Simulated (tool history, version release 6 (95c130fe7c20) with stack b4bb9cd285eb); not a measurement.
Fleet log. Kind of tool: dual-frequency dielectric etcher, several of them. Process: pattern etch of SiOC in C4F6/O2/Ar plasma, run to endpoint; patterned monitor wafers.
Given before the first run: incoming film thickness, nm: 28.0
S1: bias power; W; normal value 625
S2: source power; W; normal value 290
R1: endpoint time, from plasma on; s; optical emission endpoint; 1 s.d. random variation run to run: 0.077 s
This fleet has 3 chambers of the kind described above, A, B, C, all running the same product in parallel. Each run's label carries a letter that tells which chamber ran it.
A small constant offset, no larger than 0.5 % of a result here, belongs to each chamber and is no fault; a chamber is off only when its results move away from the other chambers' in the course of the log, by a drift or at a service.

run,hour,S1,S2,R1
1B,7.8,625,290,9.7998
2C,12.4,625,290,9.7541
3A,16.3,625,290,9.7068
4A,22.7,625,290,9.6802
5C,28.4,625,290,9.6697
6B,33,625,290,9.7326
7A,36.8,625,290,9.7714
8C,44,625,290,9.6819
9B,50.2,625,290,9.8018
10B,55.2,625,290,9.687
11C,61.3,625,290,9.6787
12A,66.5,625,290,9.6881
13A,74.1,625,290,9.6439
14B,81.4,738,290,9.0548
15C,87.3,738,290,9.2109
16C,92.8,738,290,9.1371
17B,101,625,290,9.5958
18A,106.9,625,290,9.8127
19C,112.5,625,290,9.6639
20A,119.6,625,290,9.749
21B,127.4,702,250,9.6749
22B,134.2,702,250,9.8369
23C,138.4,702,250,9.7899
24A,146.7,625,290,9.6462
25B,153.5,625,290,9.7886
26A,160.3,625,290,9.7215
27C,164.3,625,290,9.8805
28B,171,625,290,9.74
29C,179.2,625,290,9.6348
30A,184.8,625,290,9.8181
31C,190.1,625,290,9.7625
# hour 196.9: chamber B: wet clean of the chamber
32B,198.3,625,290,9.7336

Predict what each chamber gives when all 3 of them run the settings below next.
33A,204.3,574,290,?
33B,204.3,574,290,?
33C,204.3,574,290,?

run,R1
33A,9.9615
33B,10.064
33C,10.181
